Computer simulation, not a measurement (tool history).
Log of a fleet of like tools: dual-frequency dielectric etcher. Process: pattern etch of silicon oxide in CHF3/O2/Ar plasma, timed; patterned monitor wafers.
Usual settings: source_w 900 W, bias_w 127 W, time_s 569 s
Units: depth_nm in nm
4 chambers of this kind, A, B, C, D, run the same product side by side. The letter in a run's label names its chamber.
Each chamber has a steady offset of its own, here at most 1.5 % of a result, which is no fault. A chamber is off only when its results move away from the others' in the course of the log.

run	hour	source_w	bias_w	time_s	read-back reference wafer on the same gauge, depth_nm	depth_nm
1C	7.1	900	127	569	1350.5	1197
2D	11.4	900	127	569	1350.5	1180.1
3A	18.3	900	127	569	1350.4	1180.3
4B	27.5	900	127	569	1351	1192.8
5A	36.6	900	127	569	1351.6	1179.5
6C	41.3	900	127	569	1350.8	1196.1
# hour 44: chamber D: source power generator calibrated
7D	46.1	900	127	569	1351.9	1180.5
8B	52.6	900	127	569	1351.9	1192.8
9C	58.8	900	127	569	1352.1	1195
10A	64.3	900	127	569	1352.7	1180.2
11B	73.3	1040	158	569	1352.5	1350.4
# hour 77.5: chamber C: bias power generator calibrated
12D	81.2	1040	158	569	1353.1	1340
13A	86.5	1040	158	569	1353.2	1338.9
14C	93.1	1040	158	569	1353.2	1357.7
15D	102.5	900	127	405.5	1353.3	842.61
16B	110.1	900	127	405.5	1353.8	851.74
17C	119.5	900	127	405.5	1354.5	854.88
18A	124.3	900	127	405.5	1354.3	843.71
19B	131.9	900	127	569	1354.6	1195.5
20D	140.3	900	127	569	1355.2	1180.9
21D	149.7	900	127	569	1355.2	1182.7
22C	154.7	900	127	569	1355.2	1198.5
23A	160.1	900	127	569	1355.3	1185.6
24B	169.2	900	127	569	1356	1195.6
# hour 172.4: chamber B: wet clean of the chamber
25C	178.1	900	127	569	1356.1	1198.4
26D	183.3	900	127	569	1356.3	1183.9
27B	192.2	900	127	569	1356.3	1197

All 4 chambers run these settings next. Forecast each chamber's results:
28A	198.9	900	137	569		?
28B	198.9	900	137	569		?
28C	198.9	900	137	569		?
28D	198.9	900	137	569		?

run	depth_nm
28A	1211.6
28B	1225.3
28C	1227.5
28D	1213.1
